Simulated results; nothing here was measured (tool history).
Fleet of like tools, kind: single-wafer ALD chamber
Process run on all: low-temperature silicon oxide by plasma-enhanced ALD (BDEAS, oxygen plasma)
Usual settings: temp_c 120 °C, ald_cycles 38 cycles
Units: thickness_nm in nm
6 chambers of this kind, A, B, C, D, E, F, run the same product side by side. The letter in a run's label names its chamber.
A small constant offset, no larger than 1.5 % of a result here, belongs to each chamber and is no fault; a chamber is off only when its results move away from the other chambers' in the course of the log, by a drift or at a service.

run	hour	temp_c	ald_cycles	hours since the last thermocouple change	read-back reference wafer on the same gauge, thickness_nm	thickness_nm
1C	5.3	120	38	190.4	4.2591	5.2467
2E	10.6	120	38	904.6	4.2534	5.2432
3B	19.7	120	38	901.8	4.2604	5.2556
4A	25.2	120	38	1615.8	4.2614	5.1975
5F	31.9	120	38	2122.7	4.2599	5.2800
6D	39.6	120	38	688.4	4.2656	5.1401
7E	44.0	120	38	938.0	4.2622	5.2967
8C	50.4	126	38	235.5	4.2579	5.1689
9D	60.0	126	38	708.8	4.2600	5.1308
10B	68.4	126	38	950.5	4.2662	5.2201
11F	73.7	126	38	2164.5	4.2631	5.1732
12A	82.1	126	38	1672.7	4.2654	5.1304
13C	89.1	126	38	274.2	4.2600	5.1552
14A	99.1	120	38	1689.7	4.2619	5.2347
15B	109.3	120	38	991.4	4.2596	5.2753
16E	115.1	120	38	1009.1	4.2606	5.2303
17D	123.0	120	38	771.8	4.2625	5.1978
18F	128.7	120	38	2219.5	4.2578	5.2650
19E	134.1	132	38	1028.1	4.2592	5.1734
20A	143.5	132	38	1734.1	4.2556	5.1029
21B	153.3	132	38	1035.4	4.2664	5.0972
22D	161.8	132	38	810.6	4.2562	5.0295
23C	170.6	132	38	355.7	4.2634	5.1666
24F	176.9	132	38	2267.7	4.2569	5.1288
25F	181.7	120	38	2272.5	4.2624	5.2275
26D	191.3	120	38	840.1	4.2613	5.1258
27C	201.0	120	38	386.1	4.2585	5.2613
# hour 209.8: chamber F: thermocouple changed; heater temperature recalibrated
28A	210.7	120	38	1801.3	4.2558	5.2831
29E	216.0	120	38	1110.0	4.2637	5.2332
30B	224.8	120	38	1106.9	4.2632	5.2240
31B	230.3	120	38	1112.4	4.2574	5.2510
32D	239.6	120	38	888.4	4.2612	5.1644
33A	244.8	120	38	1835.4	4.2671	5.1995
34C	254.1	120	44	439.2	4.2565	6.0831
35F	260.4	120	44	50.7	4.2655	6.0675
36E	268.2	120	44	1162.2	4.2602	6.0961
37A	274.7	120	44	1865.3	4.2586	6.0920
38F	281.3	120	44	71.6	4.2670	6.0482
39E	286.3	120	44	1180.3	4.2614	6.0697

Is one chamber out of step, is the gauge drifting, or do the chambers differ by no more than their own small offsets? For an off chamber, give its letter and the likeliest cause.

Nothing is wrong: each chamber keeps only its own small, steady offset and the gauge holds still.
